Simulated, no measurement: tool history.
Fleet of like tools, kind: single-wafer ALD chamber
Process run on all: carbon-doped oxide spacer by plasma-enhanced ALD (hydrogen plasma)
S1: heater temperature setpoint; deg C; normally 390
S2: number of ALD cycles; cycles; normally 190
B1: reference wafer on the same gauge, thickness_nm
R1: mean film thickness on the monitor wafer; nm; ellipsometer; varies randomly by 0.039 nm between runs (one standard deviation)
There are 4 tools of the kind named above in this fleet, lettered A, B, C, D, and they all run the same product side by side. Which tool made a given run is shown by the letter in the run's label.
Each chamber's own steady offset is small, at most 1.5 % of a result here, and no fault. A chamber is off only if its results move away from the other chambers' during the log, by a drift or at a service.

run 1B hour=4.0 | S1=390 S2=190 | B1=10.173 | R1=9.5769
run 2D hour=11.5 | S1=390 S2=190 | B1=10.177 | R1=9.5675
run 3C hour=15.1 | S1=390 S2=190 | B1=10.183 | R1=9.4996
run 4A hour=19.5 | S1=390 S2=190 | B1=10.190 | R1=9.4252
run 5D hour=25.8 | S1=390 S2=190 | B1=10.168 | R1=9.5228
run 6B hour=30.5 | S1=390 S2=190 | B1=10.173 | R1=9.5805
run 7C hour=34.7 | S1=390 S2=190 | B1=10.184 | R1=9.5414
run 8A hour=38.3 | S1=390 S2=190 | B1=10.182 | R1=9.3636
run 9D hour=45.2 | S1=390 S2=190 | B1=10.174 | R1=9.5563
run 10A hour=51.7 | S1=390 S2=190 | B1=10.174 | R1=9.3617
run 11C hour=56.8 | S1=376 S2=190 | B1=10.182 | R1=9.5686
run 12B hour=62.6 | S1=376 S2=190 | B1=10.172 | R1=9.5546
run 13A hour=69.5 | S1=376 S2=190 | B1=10.171 | R1=9.4042
run 14D hour=73.3 | S1=376 S2=190 | B1=10.173 | R1=9.5546
run 15B hour=79.5 | S1=390 S2=190 | B1=10.177 | R1=9.5598
run 16C hour=85.1 | S1=385 S2=157 | B1=10.176 | R1=7.9311
run 17C hour=90.6 | S1=385 S2=157 | B1=10.172 | R1=7.9030
run 18B hour=96.4 | S1=385 S2=157 | B1=10.190 | R1=7.8727
run 19D hour=101.2 | S1=385 S2=157 | B1=10.188 | R1=7.9011
run 20A hour=108.9 | S1=390 S2=190 | B1=10.166 | R1=9.3769
run 21C hour=115.4 | S1=390 S2=190 | B1=10.184 | R1=9.5489
run 22A hour=122.1 | S1=390 S2=190 | B1=10.181 | R1=9.3756
run 23D hour=127.8 | S1=390 S2=190 | B1=10.171 | R1=9.5671
run 24B hour=135.1 | S1=390 S2=190 | B1=10.181 | R1=9.5039
run 25A hour=142.9 | S1=390 S2=190 | B1=10.180 | R1=9.3839
run 26B hour=148.3 | S1=390 S2=190 | B1=10.180 | R1=9.5714
run 27D hour=153.2 | S1=390 S2=190 | B1=10.169 | R1=9.5797
run 28C hour=160.7 | S1=390 S2=190 | B1=10.177 | R1=9.6402
run 29D hour=167.0 | S1=390 S2=190 | B1=10.186 | R1=9.5617
run 30A hour=172.9 | S1=390 S2=190 | B1=10.184 | R1=9.3064
run 31B hour=177.5 | S1=390 S2=190 | B1=10.171 | R1=9.6080
run 32C hour=184.8 | S1=400 S2=219 | B1=10.190 | R1=10.9760
run 33B hour=189.1 | S1=400 S2=219 | B1=10.181 | R1=11.0220
run 34C hour=194.7 | S1=400 S2=219 | B1=10.182 | R1=11.0600
run 35A hour=198.5 | S1=400 S2=219 | B1=10.175 | R1=10.8130
run 36D hour=205.4 | S1=390 S2=190 | B1=10.178 | R1=9.5536
run 37C hour=211.1 | S1=395 S2=172 | B1=10.187 | R1=8.6851
run 38A hour=218.0 | S1=395 S2=172 | B1=10.174 | R1=8.4328
run 39B hour=223.5 | S1=395 S2=172 | B1=10.187 | R1=8.6235
run 40D hour=229.3 | S1=395 S2=172 | B1=10.181 | R1=8.6470
run 41A hour=235.8 | S1=390 S2=190 | B1=10.173 | R1=9.3706
run 42D hour=240.5 | S1=397 S2=190 | B1=10.175 | R1=9.5993

What goes on in this fleet: one chamber off, a drifting gauge, or nothing beyond the chambers' own small offsets? Name the chamber and the cause, if any.

No chamber stands off beyond its own small offset, and the gauge holds steady.
